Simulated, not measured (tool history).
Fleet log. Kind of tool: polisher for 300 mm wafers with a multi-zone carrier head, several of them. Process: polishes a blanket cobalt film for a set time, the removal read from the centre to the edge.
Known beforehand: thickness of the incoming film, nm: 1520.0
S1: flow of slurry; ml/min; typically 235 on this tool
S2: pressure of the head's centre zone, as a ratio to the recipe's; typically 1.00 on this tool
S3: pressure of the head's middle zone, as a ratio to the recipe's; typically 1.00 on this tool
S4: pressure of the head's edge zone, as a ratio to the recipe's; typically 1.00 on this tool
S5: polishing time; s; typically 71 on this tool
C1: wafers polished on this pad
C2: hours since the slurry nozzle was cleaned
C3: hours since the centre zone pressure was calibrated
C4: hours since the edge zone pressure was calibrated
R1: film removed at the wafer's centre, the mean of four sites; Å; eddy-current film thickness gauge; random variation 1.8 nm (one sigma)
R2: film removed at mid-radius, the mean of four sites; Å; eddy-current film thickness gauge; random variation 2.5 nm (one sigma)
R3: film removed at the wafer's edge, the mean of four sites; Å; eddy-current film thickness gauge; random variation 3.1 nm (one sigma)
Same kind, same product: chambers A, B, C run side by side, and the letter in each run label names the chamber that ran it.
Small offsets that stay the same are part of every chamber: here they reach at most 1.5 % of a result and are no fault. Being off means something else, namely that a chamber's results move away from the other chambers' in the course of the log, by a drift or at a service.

run	hour	S1	S2	S3	S4	S5	C1	C2	C3	C4	R1	R2	R3
1B	6.2	235	1.00	1.00	1.00	71	588	936.0	958.1	403.0	2095.8	2108.8	2074.1
# hour 9.4: chamber B: worn pad replaced by a new one
# hour 14.0: chamber C: edge zone pressure recalibrated
2C	14.0	235	1.00	1.00	1.00	71	235	405.4	279.6	0.1	2118.6	2091.7	2135.9
# hour 23.5: chamber B: slurry nozzle cleaned
3A	27.1	235	1.00	1.00	1.00	71	293	115.4	141.3	337.8	2114.4	2169.5	2105.5
4B	33.1	235	1.00	1.00	1.00	71	133	9.7	985.0	429.9	2084.8	2060.7	2098.6
5C	42.7	235	1.00	1.00	1.00	71	397	434.1	308.3	28.8	2070.0	2096.9	2067.2
6A	53.4	235	1.00	1.07	1.00	71	442	141.7	167.6	364.1	2115.5	2236.1	2118.1
7C	59.7	235	1.00	1.07	1.00	71	493	451.1	325.3	45.8	2125.5	2217.9	2127.1
8B	70.1	235	1.00	1.07	1.00	71	342	46.7	1022.0	466.9	2078.0	2181.7	2090.2
9A	82.4	235	1.00	1.00	1.00	71	605	170.7	196.6	393.1	2088.2	2131.8	2120.5
10C	95.3	235	1.00	1.00	1.00	71	693	486.7	360.9	81.4	2104.3	2039.1	2134.5
# hour 98.1: chamber A: slurry nozzle cleaned
11B	108.2	235	1.00	1.00	1.00	71	557	84.8	1060.1	505.0	2087.3	2103.8	2084.2
# hour 111.1: chamber B: worn pad replaced by a new one
12A	114.1	235	1.00	1.00	1.00	71	784	16.1	228.3	424.8	2094.6	2141.3	2127.0
13B	120.8	235	1.00	1.00	1.00	71	54	97.4	1072.7	517.6	2105.7	2059.8	2080.4
# hour 130.1: chamber B: centre zone pressure recalibrated
14A	133.6	235	0.91	1.00	1.06	71	894	35.6	247.8	444.3	1900.6	2099.4	2202.6
15C	140.8	235	0.91	1.00	1.06	71	950	532.2	406.4	126.9	1866.2	2020.4	2089.4
16B	149.6	235	0.91	1.00	1.06	71	217	126.2	19.6	546.4	1884.0	2092.0	2170.2
17A	156.8	235	1.00	1.00	1.00	71	1025	58.8	271.0	467.5	2115.6	2103.5	2090.9
18C	163.2	235	1.00	1.00	1.00	71	1076	554.6	428.8	149.3	2021.9	2029.1	2036.1
19A	172.5	235	1.00	1.00	1.00	71	1114	74.5	286.7	483.2	2116.2	2131.8	2070.3
# hour 176.3: chamber A: edge zone pressure recalibrated
# hour 176.8: chamber A: worn pad replaced by a new one
20B	178.5	235	1.00	1.00	1.00	71	380	155.1	48.5	575.3	2093.2	2065.4	2057.1
21C	190.2	235	1.00	1.00	1.00	71	1229	581.6	455.8	176.3	2021.6	2024.5	1999.5
22A	202.5	235	1.00	1.00	1.00	71	145	104.5	316.7	26.2	2114.5	2095.6	2129.1
23B	209.5	235	1.00	1.00	1.00	71	555	186.1	79.5	606.3	2103.6	2115.3	2089.5
24C	218.5	235	1.00	1.00	1.00	71	1388	609.9	484.1	204.6	1980.1	1968.4	1921.7
25A	226.7	235	0.96	1.08	1.00	71	281	128.7	340.9	50.4	2019.1	2311.0	2160.9
# hour 229.7: chamber C: slurry nozzle cleaned
26C	233.7	235	0.96	1.08	1.00	71	1474	4.1	499.3	219.8	1913.1	2095.8	1974.1
# hour 235.3: chamber B: worn pad replaced by a new one
27B	242.2	235	0.96	1.08	1.00	71	39	218.8	112.2	639.0	1990.1	2226.1	2102.6
28C	253.1	235	1.00	1.10	1.00	71	1583	23.5	518.7	239.2	1959.1	2070.4	1920.4
29B	260.3	235	1.00	1.10	1.00	71	141	236.9	130.3	657.1	2079.1	2300.7	2053.4
30A	271.5	235	1.00	1.10	1.00	71	534	173.5	385.7	95.2	2140.0	2309.3	2126.3
31A	283.2	235	1.00	1.00	1.00	71	600	185.2	397.4	106.9	2071.6	2099.9	2067.7
32C	294.2	295	1.00	1.00	1.00	71	1815	64.6	559.8	280.3	1965.2	1905.5	1941.4

Decide between three cases: one chamber stands off from its peers, the gauge reading all wafers drifts, or nothing is wrong past each chamber's small offset. Where a chamber is off, say which and what most likely put it there.

It is chamber C that slowly wanders off from its peers.
Most likely cause: removal rate lost through wear of the pad, % = 9.65.

Chamber C could run next with any of the 4 candidate recipes listed below; each alters the usual settings, and their results appear as question marks. Which one brings its results back in line with what the other chambers deliver on the usual settings?
In line here means within this much of the mean the other chambers give on the usual settings: R1 63.0 Å; R2 87.0 Å; R3 110.0 Å
33C-1	303.9	230	1.00	0.98	1.00	64					?	?	?
33C-2	303.9	235	1.00	0.99	1.00	68					?	?	?
33C-3	303.9	240	1.00	1.02	1.00	78					?	?	?
33C-4	303.9	235	1.00	1.01	1.00	74					?	?	?

Other chambers, usual settings, mean: R1 2094.6 Å; R2 2107.2 Å; R3 2096.4 Å
run	R1	R2	R3
33C-1	1708.7	1652.9	1703.5
33C-2	1821.0	1777.4	1813.3
33C-3	2095.2	2100.8	2083.1
33C-4	1982.0	1970.1	1972.7
33C-3 puts the chamber back in line with the other chambers.
